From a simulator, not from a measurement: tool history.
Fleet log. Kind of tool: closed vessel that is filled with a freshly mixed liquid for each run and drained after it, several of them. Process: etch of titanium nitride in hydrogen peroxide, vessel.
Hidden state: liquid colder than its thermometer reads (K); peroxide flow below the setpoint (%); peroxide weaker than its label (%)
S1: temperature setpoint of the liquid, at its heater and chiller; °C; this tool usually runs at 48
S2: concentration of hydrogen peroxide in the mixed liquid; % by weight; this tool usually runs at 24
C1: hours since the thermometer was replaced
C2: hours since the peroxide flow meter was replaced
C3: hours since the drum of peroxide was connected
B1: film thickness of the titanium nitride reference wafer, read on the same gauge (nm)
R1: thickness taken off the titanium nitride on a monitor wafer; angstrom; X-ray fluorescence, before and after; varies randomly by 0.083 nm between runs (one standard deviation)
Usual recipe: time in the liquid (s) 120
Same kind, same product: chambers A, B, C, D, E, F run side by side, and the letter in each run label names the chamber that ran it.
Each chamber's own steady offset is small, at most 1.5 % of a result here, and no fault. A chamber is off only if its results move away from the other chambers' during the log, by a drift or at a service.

{"run": "1D", "hour": 9.2, "S1": 48, "S2": 24, "time in the liquid (s)": 120, "C1": 205.6, "C2": 2242.8, "C3": 915.3, "B1": 150.04, "R1": 83.183}
{"run": "2A", "hour": 16.8, "S1": 48, "S2": 24, "time in the liquid (s)": 120, "C1": 295.1, "C2": 1634.1, "C3": 53.4, "B1": 150.02, "R1": 84.086}
{"run": "3E", "hour": 22.2, "S1": 48, "S2": 24, "time in the liquid (s)": 120, "C1": 1352.6, "C2": 403.5, "C3": 229, "B1": 150.02, "R1": 84.147}
{"run": "4B", "hour": 30.1, "S1": 48, "S2": 24, "time in the liquid (s)": 120, "C1": 2416.3, "C2": 63, "C3": 92.5, "B1": 149.99, "R1": 84.432}
{"run": "5C", "hour": 37.0, "S1": 48, "S2": 24, "time in the liquid (s)": 120, "C1": 42, "C2": 644.1, "C3": 276.4, "B1": 149.97, "R1": 84.272}
{"run": "6F", "hour": 47.0, "S1": 48, "S2": 24, "time in the liquid (s)": 120, "C1": 145.3, "C2": 347.7, "C3": 1348.4, "B1": 149.99, "R1": 82.79}
{"run": "7D", "hour": 54.9, "S1": 43.5, "S2": 24, "time in the liquid (s)": 180, "C1": 251.3, "C2": 2288.5, "C3": 961, "B1": 150.04, "R1": 90.95}
{"run": "8C", "hour": 63.8, "S1": 43.5, "S2": 24, "time in the liquid (s)": 180, "C1": 68.8, "C2": 670.9, "C3": 303.2, "B1": 149.96, "R1": 91.502}
{"run": "9A", "hour": 71.2, "S1": 43.5, "S2": 24, "time in the liquid (s)": 180, "C1": 349.5, "C2": 1688.5, "C3": 107.8, "B1": 149.94, "R1": 91.296}
{"run": "10E", "hour": 82.4, "S1": 43.5, "S2": 24, "time in the liquid (s)": 180, "C1": 1412.8, "C2": 463.7, "C3": 289.2, "B1": 150.01, "R1": 90.815}
{"run": "11F", "hour": 90.4, "S1": 43.5, "S2": 24, "time in the liquid (s)": 180, "C1": 188.7, "C2": 391.1, "C3": 1391.8, "B1": 150.01, "R1": 88.904}
{"run": "12B", "hour": 99.3, "S1": 43.5, "S2": 24, "time in the liquid (s)": 180, "C1": 2485.5, "C2": 132.2, "C3": 161.7, "B1": 149.96, "R1": 89.727}
{"run": "13A", "hour": 109.7, "S1": 48, "S2": 24, "time in the liquid (s)": 120, "C1": 388, "C2": 1727, "C3": 146.3, "B1": 150.04, "R1": 82.175}
{"hour": 114.4, "done": "chamber D: new drum of peroxide connected"}
{"run": "14D", "hour": 114.6, "S1": 48, "S2": 24, "time in the liquid (s)": 120, "C1": 311, "C2": 2348.2, "C3": 0.3, "B1": 150.02, "R1": 84.055}
{"run": "15E", "hour": 121.3, "S1": 52.5, "S2": 24, "time in the liquid (s)": 80, "C1": 1451.7, "C2": 502.6, "C3": 328.1, "B1": 150.02, "R1": 77.991}
{"hour": 122.7, "done": "chamber E: new drum of peroxide connected"}
{"run": "16F", "hour": 131.4, "S1": 52.5, "S2": 24, "time in the liquid (s)": 80, "C1": 229.7, "C2": 432.1, "C3": 1432.8, "B1": 150, "R1": 76.495}
{"run": "17C", "hour": 138.7, "S1": 52.5, "S2": 24, "time in the liquid (s)": 80, "C1": 143.7, "C2": 745.8, "C3": 378.1, "B1": 150.03, "R1": 78.539}
{"run": "18B", "hour": 148.4, "S1": 52.5, "S2": 24, "time in the liquid (s)": 80, "C1": 2534.6, "C2": 181.3, "C3": 210.8, "B1": 149.99, "R1": 75.802}
{"hour": 151.6, "done": "chamber F: new drum of peroxide connected"}
{"run": "19E", "hour": 156.9, "S1": 52.5, "S2": 24, "time in the liquid (s)": 80, "C1": 1487.3, "C2": 538.2, "C3": 34.3, "B1": 150, "R1": 77.909}
{"run": "20D", "hour": 162.8, "S1": 52.5, "S2": 24, "time in the liquid (s)": 80, "C1": 359.2, "C2": 2396.4, "C3": 48.5, "B1": 149.96, "R1": 78.259}
{"hour": 169.1, "done": "chamber D: peroxide flow meter replaced"}
{"run": "21B", "hour": 171.7, "S1": 48, "S2": 24, "time in the liquid (s)": 120, "C1": 2557.9, "C2": 204.6, "C3": 234.1, "B1": 150, "R1": 83.458}
{"run": "22A", "hour": 182.9, "S1": 48, "S2": 24, "time in the liquid (s)": 120, "C1": 461.2, "C2": 1800.2, "C3": 219.5, "B1": 149.98, "R1": 79.677}
{"hour": 186.3, "done": "chamber E: peroxide flow meter replaced"}
{"run": "23C", "hour": 194.2, "S1": 48, "S2": 24, "time in the liquid (s)": 120, "C1": 199.2, "C2": 801.3, "C3": 433.6, "B1": 149.99, "R1": 84.43}
{"run": "24F", "hour": 203.9, "S1": 48, "S2": 24, "time in the liquid (s)": 120, "C1": 302.2, "C2": 504.6, "C3": 52.4, "B1": 150.02, "R1": 84.493}
{"run": "25C", "hour": 213.6, "S1": 48, "S2": 21.5, "time in the liquid (s)": 165, "C1": 218.6, "C2": 820.7, "C3": 453, "B1": 149.94, "R1": 114.5}
{"hour": 222.8, "done": "chamber A: peroxide flow meter replaced"}
{"run": "26D", "hour": 224.5, "S1": 48, "S2": 21.5, "time in the liquid (s)": 165, "C1": 420.9, "C2": 55.4, "C3": 110.2, "B1": 150, "R1": 113.05}
{"run": "27B", "hour": 233.6, "S1": 48, "S2": 21.5, "time in the liquid (s)": 165, "C1": 2619.8, "C2": 266.5, "C3": 296, "B1": 150, "R1": 109.99}
{"run": "28A", "hour": 240.5, "S1": 48, "S2": 21.5, "time in the liquid (s)": 165, "C1": 518.8, "C2": 17.8, "C3": 277.1, "B1": 149.93, "R1": 102.89}
{"run": "29E", "hour": 245.5, "S1": 48, "S2": 21.5, "time in the liquid (s)": 165, "C1": 1575.9, "C2": 59.2, "C3": 122.9, "B1": 150.02, "R1": 113.51}
{"run": "30F", "hour": 250.7, "S1": 48, "S2": 21.5, "time in the liquid (s)": 165, "C1": 349, "C2": 551.4, "C3": 99.2, "B1": 149.99, "R1": 111.26}
{"run": "31B", "hour": 256.3, "S1": 48, "S2": 24, "time in the liquid (s)": 120, "C1": 2642.5, "C2": 289.2, "C3": 318.7, "B1": 150.04, "R1": 83.771}
{"run": "32F", "hour": 262.5, "S1": 48, "S2": 24, "time in the liquid (s)": 120, "C1": 360.8, "C2": 563.2, "C3": 111, "B1": 149.99, "R1": 84.147}
{"run": "33E", "hour": 271.5, "S1": 48, "S2": 24, "time in the liquid (s)": 120, "C1": 1601.9, "C2": 85.2, "C3": 148.9, "B1": 150.04, "R1": 85.985}
{"run": "34D", "hour": 278.1, "S1": 48, "S2": 24, "time in the liquid (s)": 120, "C1": 474.5, "C2": 109, "C3": 163.8, "B1": 149.96, "R1": 83.609}
{"run": "35A", "hour": 283.1, "S1": 48, "S2": 24, "time in the liquid (s)": 120, "C1": 561.4, "C2": 60.4, "C3": 319.7, "B1": 149.97, "R1": 76.234}
{"run": "36C", "hour": 293.1, "S1": 48, "S2": 24, "time in the liquid (s)": 120, "C1": 298.1, "C2": 900.2, "C3": 532.5, "B1": 150.02, "R1": 85.071}

Read the log: is a single chamber off, either drifting away or since a service, is the gauge that measures every chamber drifting, or is nothing wrong beyond small per-chamber offsets? Name any odd chamber and what most likely caused it.

It is chamber A that slowly wanders off from its peers.
What lies behind it: liquid colder than its thermometer reads (K) = 1.56.

Below are 4 candidate recipes for chamber A's next run, each the usual settings with a change, their results shown as question marks. Which of them brings A's results back in line with what the other chambers give on the usual settings?
Allowed miss from the other chambers' usual-settings mean, per result, to count as in line: R1 2.9 angstrom
{"run": "37A-1", "hour": 301.2, "S1": 46.5, "S2": 24, "time in the liquid (s)": 110, "R1": "?"}
{"run": "37A-2", "hour": 301.2, "S1": 50.5, "S2": 24, "time in the liquid (s)": 120, "R1": "?"}
{"run": "37A-3", "hour": 301.2, "S1": 47, "S2": 24, "time in the liquid (s)": 115, "R1": "?"}
{"run": "37A-4", "hour": 301.2, "S1": 49.5, "S2": 24, "time in the liquid (s)": 120, "R1": "?"}

What the other chambers average on the usual settings: R1 83.806 angstrom
run=37A-1 R1=62.18
run=37A-2 R1=90.661
run=37A-3 R1=67.42
run=37A-4 R1=84.406
It is 37A-4 that realigns the chamber with its peers.
